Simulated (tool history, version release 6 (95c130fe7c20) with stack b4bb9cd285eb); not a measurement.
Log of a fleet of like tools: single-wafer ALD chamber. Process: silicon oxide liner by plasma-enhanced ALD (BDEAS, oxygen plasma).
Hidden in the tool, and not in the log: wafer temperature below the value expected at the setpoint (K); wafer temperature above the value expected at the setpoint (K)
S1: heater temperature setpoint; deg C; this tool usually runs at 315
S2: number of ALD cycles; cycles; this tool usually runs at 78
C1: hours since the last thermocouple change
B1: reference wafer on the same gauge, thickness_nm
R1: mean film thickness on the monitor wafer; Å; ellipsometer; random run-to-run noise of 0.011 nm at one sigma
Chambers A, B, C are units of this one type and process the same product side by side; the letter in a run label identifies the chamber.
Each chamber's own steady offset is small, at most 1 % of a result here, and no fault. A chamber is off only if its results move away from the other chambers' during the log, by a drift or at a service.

run	hour	S1	S2	C1	B1	R1
1B	6.1	315	78	52.1	7.9205	70.629
2A	17.8	315	78	429.2	7.9250	71.222
3C	26.0	315	78	1328.0	7.9260	71.173
4C	32.7	315	78	1334.7	7.9257	71.153
5B	38.0	315	78	84.0	7.9265	70.590
6A	49.4	315	78	460.8	7.9272	71.209
7B	60.5	315	78	106.5	7.9280	70.582
8C	72.2	315	78	1374.2	7.9323	71.234
9A	79.9	315	78	491.3	7.9331	71.177
10B	90.0	315	68	136.0	7.9354	61.732
11C	98.8	315	68	1400.8	7.9357	62.147
12A	104.5	315	68	515.9	7.9377	62.073
13C	112.1	302	78	1414.1	7.9367	72.247
14B	118.6	302	78	164.6	7.9413	72.198
15A	127.7	302	78	539.1	7.9418	72.707
16C	133.3	315	78	1435.3	7.9405	71.030
17B	141.7	315	78	187.7	7.9442	70.707
18A	149.7	315	78	561.1	7.9433	71.297
19A	155.6	315	78	567.0	7.9433	71.377
20C	166.8	315	78	1468.8	7.9462	71.353
21B	177.8	315	78	223.8	7.9523	70.792
22B	187.1	315	78	233.1	7.9495	70.966
23C	192.7	315	78	1494.7	7.9530	71.362
24A	204.4	315	78	615.8	7.9543	71.470
25B	210.1	315	78	256.1	7.9566	70.928
26C	217.9	315	78	1519.9	7.9563	71.422
27A	225.3	315	78	636.7	7.9540	71.732
28C	237.2	315	78	1539.2	7.9571	71.488
29B	243.1	315	78	289.1	7.9595	71.063
30A	251.2	315	78	662.6	7.9640	71.561
31B	257.9	315	78	303.9	7.9605	71.103
32A	264.4	315	78	675.8	7.9632	71.685
33C	270.6	326	65	1572.6	7.9630	58.581
34C	280.9	326	65	1582.9	7.9652	58.520
35A	289.0	326	65	700.4	7.9704	58.722
36B	298.2	315	78	344.2	7.9690	71.154

Is one chamber out of step, is the gauge drifting, or do the chambers differ by no more than their own small offsets? For an off chamber, give its letter and the likeliest cause.

None of the chambers is off. What moves is the gauge, dragging all their readings along together.
What lies behind it: gauge reads high (%) = 0.631.

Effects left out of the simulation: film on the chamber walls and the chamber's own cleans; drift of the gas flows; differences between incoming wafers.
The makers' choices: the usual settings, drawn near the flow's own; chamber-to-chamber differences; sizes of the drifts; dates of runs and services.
